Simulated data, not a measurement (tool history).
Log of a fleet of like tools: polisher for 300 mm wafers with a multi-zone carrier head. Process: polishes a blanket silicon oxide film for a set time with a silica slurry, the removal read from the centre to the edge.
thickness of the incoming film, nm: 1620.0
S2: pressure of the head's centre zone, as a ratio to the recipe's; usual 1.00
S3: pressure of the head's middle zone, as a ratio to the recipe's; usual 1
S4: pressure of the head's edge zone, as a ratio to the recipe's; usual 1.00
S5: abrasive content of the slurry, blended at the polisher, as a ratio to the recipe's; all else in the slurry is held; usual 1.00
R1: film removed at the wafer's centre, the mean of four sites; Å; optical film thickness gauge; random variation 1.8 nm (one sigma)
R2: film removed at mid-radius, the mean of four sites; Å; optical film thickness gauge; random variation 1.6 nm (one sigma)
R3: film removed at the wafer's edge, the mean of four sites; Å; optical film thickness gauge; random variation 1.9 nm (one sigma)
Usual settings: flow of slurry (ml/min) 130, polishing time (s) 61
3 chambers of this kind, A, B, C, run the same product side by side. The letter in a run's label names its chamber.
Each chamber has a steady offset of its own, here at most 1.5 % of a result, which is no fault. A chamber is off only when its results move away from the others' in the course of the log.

Run 1C, hour 10.7: usual settings. Result: R1 1874.8 Å, R2 1837.7 Å, R3 1882.9 Å.
Run 2B, hour 20.4: usual settings. Result: R1 1846.9 Å, R2 1825.8 Å, R3 1878.1 Å.
Run 3A, hour 28.7: usual settings. Result: R1 1866.3 Å, R2 1905.8 Å, R3 1882.4 Å.
At hour 37.1: chamber B: worn pad replaced by a new one.
Run 4B, hour 37.2: usual settings. Result: R1 1896.2 Å, R2 1827.7 Å, R3 1900.0 Å.
Run 5C, hour 47.2: usual settings. Result: R1 1882.2 Å, R2 1878.7 Å, R3 1904.0 Å.
Run 6A, hour 58.5: usual settings but S2 0.94, S4 0.89. Result: R1 1740.4 Å, R2 1911.0 Å, R3 1772.7 Å.
Run 7A, hour 70.4: usual settings but S2 0.94, S4 0.89. Result: R1 1749.3 Å, R2 1904.0 Å, R3 1769.0 Å.
At hour 73.9: chamber C: worn pad replaced by a new one.
Run 8C, hour 81.7: usual settings but S2 0.94, S4 0.89. Result: R1 1751.2 Å, R2 1883.8 Å, R3 1787.9 Å.
At hour 83.8: chamber A: worn pad replaced by a new one.
Run 9B, hour 91.0: usual settings. Result: R1 1868.9 Å, R2 1836.3 Å, R3 1852.1 Å.
Run 10B, hour 98.3: usual settings. Result: R1 1835.6 Å, R2 1865.6 Å, R3 1896.6 Å.
Run 11C, hour 114.0: usual settings. Result: R1 1843.3 Å, R2 1881.6 Å, R3 1843.8 Å.
Run 12A, hour 129.4: usual settings. Result: R1 1872.0 Å, R2 1894.3 Å, R3 1847.4 Å.
Run 13B, hour 138.7: usual settings. Result: R1 1889.1 Å, R2 1852.9 Å, R3 1883.6 Å.
Run 14A, hour 151.7: usual settings. Result: R1 1883.6 Å, R2 1915.3 Å, R3 1872.0 Å.
At hour 153.2: chamber B: worn pad replaced by a new one.
At hour 159.8: chamber A: slurry nozzle cleaned.
At hour 164.0: chamber C: worn pad replaced by a new one.
Run 15C, hour 164.3: usual settings. Result: R1 1857.0 Å, R2 1845.3 Å, R3 1859.2 Å.
Run 16B, hour 178.7: usual settings. Result: R1 1864.7 Å, R2 1817.9 Å, R3 1891.0 Å.
Run 17A, hour 185.6: usual settings. Result: R1 1869.6 Å, R2 1879.0 Å, R3 1873.0 Å.
At hour 189.8: chamber B: centre zone pressure recalibrated.
At hour 196.6: chamber A: worn pad replaced by a new one.
Run 18C, hour 200.3: usual settings. Result: R1 1791.7 Å, R2 1812.8 Å, R3 1853.1 Å.
Run 19A, hour 214.1: usual settings but flow of slurry (ml/min) 90, S5 0.70. Result: R1 1402.2 Å, R2 1447.9 Å, R3 1454.6 Å.
At hour 219.6: chamber B: edge zone pressure recalibrated.
Run 20B, hour 228.0: usual settings but flow of slurry (ml/min) 90, S5 0.70. Result: R1 1394.0 Å, R2 1404.0 Å, R3 1437.3 Å.
Run 21C, hour 238.7: usual settings but flow of slurry (ml/min) 90, S5 0.70. Result: R1 1283.9 Å, R2 1321.0 Å, R3 1408.6 Å.
At hour 241.3: chamber C: worn pad replaced by a new one.
Run 22B, hour 253.0: usual settings. Result: R1 1883.7 Å, R2 1837.9 Å, R3 1906.9 Å.
Run 23C, hour 268.3: usual settings. Result: R1 1725.5 Å, R2 1758.1 Å, R3 1830.4 Å.
Run 24A, hour 280.1: usual settings but S5 1.25. Result: R1 2091.6 Å, R2 2081.7 Å, R3 2103.4 Å.
At hour 286.2: chamber A: worn pad replaced by a new one.
Run 25A, hour 293.6: usual settings but S5 1.25. Result: R1 2087.4 Å, R2 2089.7 Å, R3 2049.0 Å.

All 3 chambers run these settings next. Forecast each chamber's results:
Run 26A, hour 305.1: usual settings. Result: R1 ?, R2 ?, R3 ?.
Run 26B, hour 305.1: usual settings. Result: R1 ?, R2 ?, R3 ?.
Run 26C, hour 305.1: usual settings. Result: R1 ?, R2 ?, R3 ?.

run      R1      R2      R3
26A  1861.1  1903.9  1882.5
26B  1887.0  1833.1  1881.7
26C  1655.5  1714.8  1788.6
